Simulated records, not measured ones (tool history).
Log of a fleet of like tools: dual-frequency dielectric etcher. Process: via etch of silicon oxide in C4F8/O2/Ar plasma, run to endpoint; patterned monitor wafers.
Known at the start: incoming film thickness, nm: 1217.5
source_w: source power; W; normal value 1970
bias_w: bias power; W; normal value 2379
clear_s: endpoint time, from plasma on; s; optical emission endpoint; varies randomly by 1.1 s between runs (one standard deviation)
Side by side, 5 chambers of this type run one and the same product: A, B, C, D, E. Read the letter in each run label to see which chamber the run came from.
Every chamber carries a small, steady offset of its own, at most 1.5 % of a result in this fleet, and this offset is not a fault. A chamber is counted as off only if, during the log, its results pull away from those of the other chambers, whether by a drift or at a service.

{"run": "1D", "hour": 11.5, "source_w": 1970, "bias_w": 2379, "clear_s": 231.45}
{"run": "2C", "hour": 21.3, "source_w": 1970, "bias_w": 2379, "clear_s": 231.69}
{"run": "3A", "hour": 26.9, "source_w": 1970, "bias_w": 2379, "clear_s": 228.91}
{"run": "4E", "hour": 32.6, "source_w": 1970, "bias_w": 2379, "clear_s": 227.53}
{"run": "5B", "hour": 40.3, "source_w": 1970, "bias_w": 2379, "clear_s": 229.73}
{"run": "6E", "hour": 48.1, "source_w": 1970, "bias_w": 2379, "clear_s": 227.96}
{"run": "7D", "hour": 59.7, "source_w": 1970, "bias_w": 2379, "clear_s": 229.42}
{"run": "8B", "hour": 69.5, "source_w": 1970, "bias_w": 2379, "clear_s": 231.01}
{"run": "9C", "hour": 75.1, "source_w": 1970, "bias_w": 2379, "clear_s": 232.1}
{"run": "10A", "hour": 86.4, "source_w": 1970, "bias_w": 2379, "clear_s": 229.85}
{"run": "11C", "hour": 96.6, "source_w": 1970, "bias_w": 2379, "clear_s": 231.54}
{"run": "12A", "hour": 102.4, "source_w": 2200, "bias_w": 2910, "clear_s": 206.7}
{"run": "13D", "hour": 113.0, "source_w": 2200, "bias_w": 2910, "clear_s": 205.98}
{"hour": 120.1, "done": "chamber D: wet clean of the chamber"}
{"run": "14B", "hour": 124.7, "source_w": 2200, "bias_w": 2910, "clear_s": 206.23}
{"run": "15E", "hour": 133.6, "source_w": 2200, "bias_w": 2910, "clear_s": 205.59}
{"run": "16C", "hour": 144.0, "source_w": 2200, "bias_w": 2910, "clear_s": 209.12}
{"run": "17A", "hour": 153.9, "source_w": 1970, "bias_w": 2379, "clear_s": 231.59}
{"run": "18D", "hour": 164.3, "source_w": 1970, "bias_w": 2379, "clear_s": 228.87}
{"run": "19B", "hour": 173.7, "source_w": 1970, "bias_w": 2379, "clear_s": 229.9}
{"run": "20E", "hour": 180.3, "source_w": 1970, "bias_w": 2379, "clear_s": 228.45}
{"run": "21C", "hour": 191.9, "source_w": 1970, "bias_w": 2379, "clear_s": 232.54}
{"run": "22A", "hour": 201.2, "source_w": 2250, "bias_w": 2379, "clear_s": 219.01}
{"run": "23D", "hour": 207.9, "source_w": 2250, "bias_w": 2379, "clear_s": 218.77}
{"run": "24B", "hour": 213.8, "source_w": 2250, "bias_w": 2379, "clear_s": 217.67}
{"run": "25E", "hour": 226.1, "source_w": 2250, "bias_w": 2379, "clear_s": 216.9}
{"run": "26B", "hour": 235.5, "source_w": 2250, "bias_w": 2379, "clear_s": 220.44}
{"run": "27D", "hour": 244.3, "source_w": 2270, "bias_w": 2198, "clear_s": 222.17}
{"run": "28A", "hour": 255.9, "source_w": 2270, "bias_w": 2198, "clear_s": 221.73}
{"hour": 262.1, "done": "chamber D: bias power generator calibrated"}
{"run": "29C", "hour": 262.4, "source_w": 2270, "bias_w": 2198, "clear_s": 225.32}
{"run": "30E", "hour": 268.7, "source_w": 2270, "bias_w": 2198, "clear_s": 220.79}
{"hour": 276.8, "done": "chamber C: source power generator calibrated"}
{"run": "31E", "hour": 278.2, "source_w": 2270, "bias_w": 2198, "clear_s": 220.81}
{"run": "32D", "hour": 285.7, "source_w": 1970, "bias_w": 2750, "clear_s": 217.6}
{"run": "33B", "hour": 293.2, "source_w": 1970, "bias_w": 2750, "clear_s": 221.29}
{"run": "34C", "hour": 298.8, "source_w": 1970, "bias_w": 2750, "clear_s": 221.04}
{"run": "35A", "hour": 305.6, "source_w": 1970, "bias_w": 2750, "clear_s": 219.05}
{"run": "36D", "hour": 312.5, "source_w": 1970, "bias_w": 2750, "clear_s": 220.67}

Decide between three cases: one chamber stands off from its peers, the gauge reading all wafers drifts, or nothing is wrong past each chamber's small offset. Where a chamber is off, say which and what most likely put it there.

All chambers stay in line apart from their small fixed offsets, and the gauge does not drift.

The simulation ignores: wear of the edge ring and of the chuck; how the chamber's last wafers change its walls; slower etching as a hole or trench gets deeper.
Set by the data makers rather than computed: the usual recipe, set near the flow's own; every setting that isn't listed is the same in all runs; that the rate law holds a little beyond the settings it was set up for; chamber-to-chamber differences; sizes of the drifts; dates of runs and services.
